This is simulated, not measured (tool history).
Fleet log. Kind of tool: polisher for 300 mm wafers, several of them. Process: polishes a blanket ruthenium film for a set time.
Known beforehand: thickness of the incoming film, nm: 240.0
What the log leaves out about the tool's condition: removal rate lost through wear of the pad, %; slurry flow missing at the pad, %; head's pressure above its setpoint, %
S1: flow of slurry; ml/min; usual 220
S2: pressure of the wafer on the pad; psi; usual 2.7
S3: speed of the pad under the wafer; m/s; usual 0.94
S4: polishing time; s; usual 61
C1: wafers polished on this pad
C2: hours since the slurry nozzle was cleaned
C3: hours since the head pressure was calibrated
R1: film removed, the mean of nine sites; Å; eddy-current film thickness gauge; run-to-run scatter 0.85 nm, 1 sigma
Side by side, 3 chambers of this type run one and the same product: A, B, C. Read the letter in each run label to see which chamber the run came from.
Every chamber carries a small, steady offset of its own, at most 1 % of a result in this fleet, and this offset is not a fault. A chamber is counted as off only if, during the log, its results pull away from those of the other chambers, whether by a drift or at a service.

{"run": "1B", "hour": 2.7, "S1": 220, "S2": 2.7, "S3": 0.94, "S4": 61, "C1": 241, "C2": 428.8, "C3": 195.1, "R1": 1013.5}
{"run": "2C", "hour": 6.6, "S1": 220, "S2": 2.7, "S3": 0.94, "S4": 61, "C1": 1040, "C2": 52.9, "C3": 395.9, "R1": 998.81}
{"run": "3A", "hour": 10.9, "S1": 220, "S2": 2.7, "S3": 0.94, "S4": 61, "C1": 106, "C2": 85.1, "C3": 233.3, "R1": 1005.9}
{"run": "4B", "hour": 15.2, "S1": 220, "S2": 2.7, "S3": 0.94, "S4": 61, "C1": 329, "C2": 441.3, "C3": 207.6, "R1": 998.5}
{"run": "5A", "hour": 17.6, "S1": 220, "S2": 2.7, "S3": 0.94, "S4": 61, "C1": 153, "C2": 91.8, "C3": 240.0, "R1": 1015.3}
{"hour": 19.2, "done": "chamber C: worn pad replaced by a new one"}
{"run": "6C", "hour": 20.9, "S1": 220, "S2": 2.7, "S3": 0.94, "S4": 61, "C1": 12, "C2": 67.2, "C3": 410.2, "R1": 1005.2}
{"run": "7A", "hour": 24.9, "S1": 220, "S2": 2.7, "S3": 0.94, "S4": 61, "C1": 204, "C2": 99.1, "C3": 247.3, "R1": 1020.4}
{"run": "8C", "hour": 27.1, "S1": 220, "S2": 2.7, "S3": 0.94, "S4": 61, "C1": 55, "C2": 73.4, "C3": 416.4, "R1": 1017.5}
{"run": "9B", "hour": 29.8, "S1": 220, "S2": 2.7, "S3": 0.94, "S4": 61, "C1": 431, "C2": 455.9, "C3": 222.2, "R1": 1020.8}
{"run": "10A", "hour": 33.6, "S1": 220, "S2": 2.7, "S3": 0.94, "S4": 61, "C1": 265, "C2": 107.8, "C3": 256.0, "R1": 1010.9}
{"run": "11B", "hour": 36.7, "S1": 220, "S2": 2.7, "S3": 0.94, "S4": 61, "C1": 479, "C2": 462.8, "C3": 229.1, "R1": 1009.7}
{"run": "12C", "hour": 39.6, "S1": 220, "S2": 2.7, "S3": 0.94, "S4": 61, "C1": 143, "C2": 85.9, "C3": 428.9, "R1": 1000.8}
{"run": "13A", "hour": 42.0, "S1": 220, "S2": 2.7, "S3": 1.14, "S4": 61, "C1": 324, "C2": 116.2, "C3": 264.4, "R1": 1211.3}
{"run": "14B", "hour": 45.8, "S1": 220, "S2": 2.7, "S3": 1.14, "S4": 61, "C1": 543, "C2": 471.9, "C3": 238.2, "R1": 1197.3}
{"run": "15C", "hour": 48.8, "S1": 220, "S2": 2.7, "S3": 1.14, "S4": 61, "C1": 207, "C2": 95.1, "C3": 438.1, "R1": 1242.1}
{"hour": 48.9, "done": "chamber B: slurry nozzle cleaned"}
{"run": "16A", "hour": 52.0, "S1": 220, "S2": 2.7, "S3": 0.94, "S4": 61, "C1": 394, "C2": 126.2, "C3": 274.4, "R1": 1016.4}
{"run": "17C", "hour": 55.9, "S1": 220, "S2": 2.7, "S3": 0.94, "S4": 61, "C1": 257, "C2": 102.2, "C3": 445.2, "R1": 1005.9}
{"run": "18B", "hour": 59.8, "S1": 220, "S2": 2.7, "S3": 0.94, "S4": 61, "C1": 641, "C2": 10.9, "C3": 252.2, "R1": 965.0}
{"run": "19B", "hour": 62.6, "S1": 220, "S2": 3.0, "S3": 0.94, "S4": 61, "C1": 661, "C2": 13.7, "C3": 255.0, "R1": 1066.8}
{"run": "20A", "hour": 66.3, "S1": 220, "S2": 3.0, "S3": 0.94, "S4": 61, "C1": 495, "C2": 140.5, "C3": 288.7, "R1": 1109.9}
{"run": "21C", "hour": 69.2, "S1": 220, "S2": 3.0, "S3": 0.94, "S4": 61, "C1": 350, "C2": 115.5, "C3": 458.5, "R1": 1119.7}
{"run": "22C", "hour": 71.3, "S1": 220, "S2": 2.7, "S3": 0.94, "S4": 61, "C1": 365, "C2": 117.6, "C3": 460.6, "R1": 1002.7}
{"run": "23B", "hour": 74.1, "S1": 220, "S2": 2.7, "S3": 0.7, "S4": 76, "C1": 741, "C2": 25.2, "C3": 266.5, "R1": 881.88}
{"run": "24A", "hour": 76.8, "S1": 220, "S2": 2.7, "S3": 0.7, "S4": 76, "C1": 568, "C2": 151.0, "C3": 299.2, "R1": 922.08}
{"run": "25B", "hour": 80.9, "S1": 220, "S2": 2.7, "S3": 0.7, "S4": 76, "C1": 789, "C2": 32.0, "C3": 273.3, "R1": 867.67}
{"run": "26A", "hour": 83.4, "S1": 220, "S2": 2.7, "S3": 0.94, "S4": 61, "C1": 614, "C2": 157.6, "C3": 305.8, "R1": 1008.5}
{"run": "27C", "hour": 87.4, "S1": 220, "S2": 2.7, "S3": 0.94, "S4": 61, "C1": 478, "C2": 133.7, "C3": 476.7, "R1": 1006.8}
{"run": "28B", "hour": 89.8, "S1": 220, "S2": 2.7, "S3": 0.94, "S4": 61, "C1": 852, "C2": 40.9, "C3": 282.2, "R1": 915.93}

Which is it: a chamber that has drifted or been left off by a service, a gauge drift common to all chambers, or only each chamber's usual small offset? If a chamber is off, name it and its likeliest cause.

Little by little, chamber B moves away from the other chambers.
What lies behind it: removal rate lost through wear of the pad, % = 9.31.
The log may not separate it from: head's pressure below its setpoint, %.

Below are 4 candidate recipes for chamber B's next run, each the usual settings with a change, their results shown as question marks. Which of them brings B's results back in line with what the other chambers give on the usual settings?
A result is in line if it is within this distance of the other chambers' mean on the usual settings: R1 30.00 Å
{"run": "29B-1", "hour": 92.9, "S1": 220, "S2": 2.6, "S3": 0.94, "S4": 61, "R1": "?"}
{"run": "29B-2", "hour": 92.9, "S1": 220, "S2": 2.8, "S3": 0.94, "S4": 64, "R1": "?"}
{"run": "29B-3", "hour": 92.9, "S1": 220, "S2": 2.7, "S3": 0.86, "S4": 61, "R1": "?"}
{"run": "29B-4", "hour": 92.9, "S1": 280, "S2": 2.7, "S3": 0.94, "S4": 61, "R1": "?"}

Mean of the other chambers on the usual settings: R1 1003.30 Å
run=29B-1 R1=880.62
run=29B-2 R1=994.21
run=29B-3 R1=836.06
run=29B-4 R1=938.32
Change 29B-2 lands the chamber within the allowed miss of the other chambers.
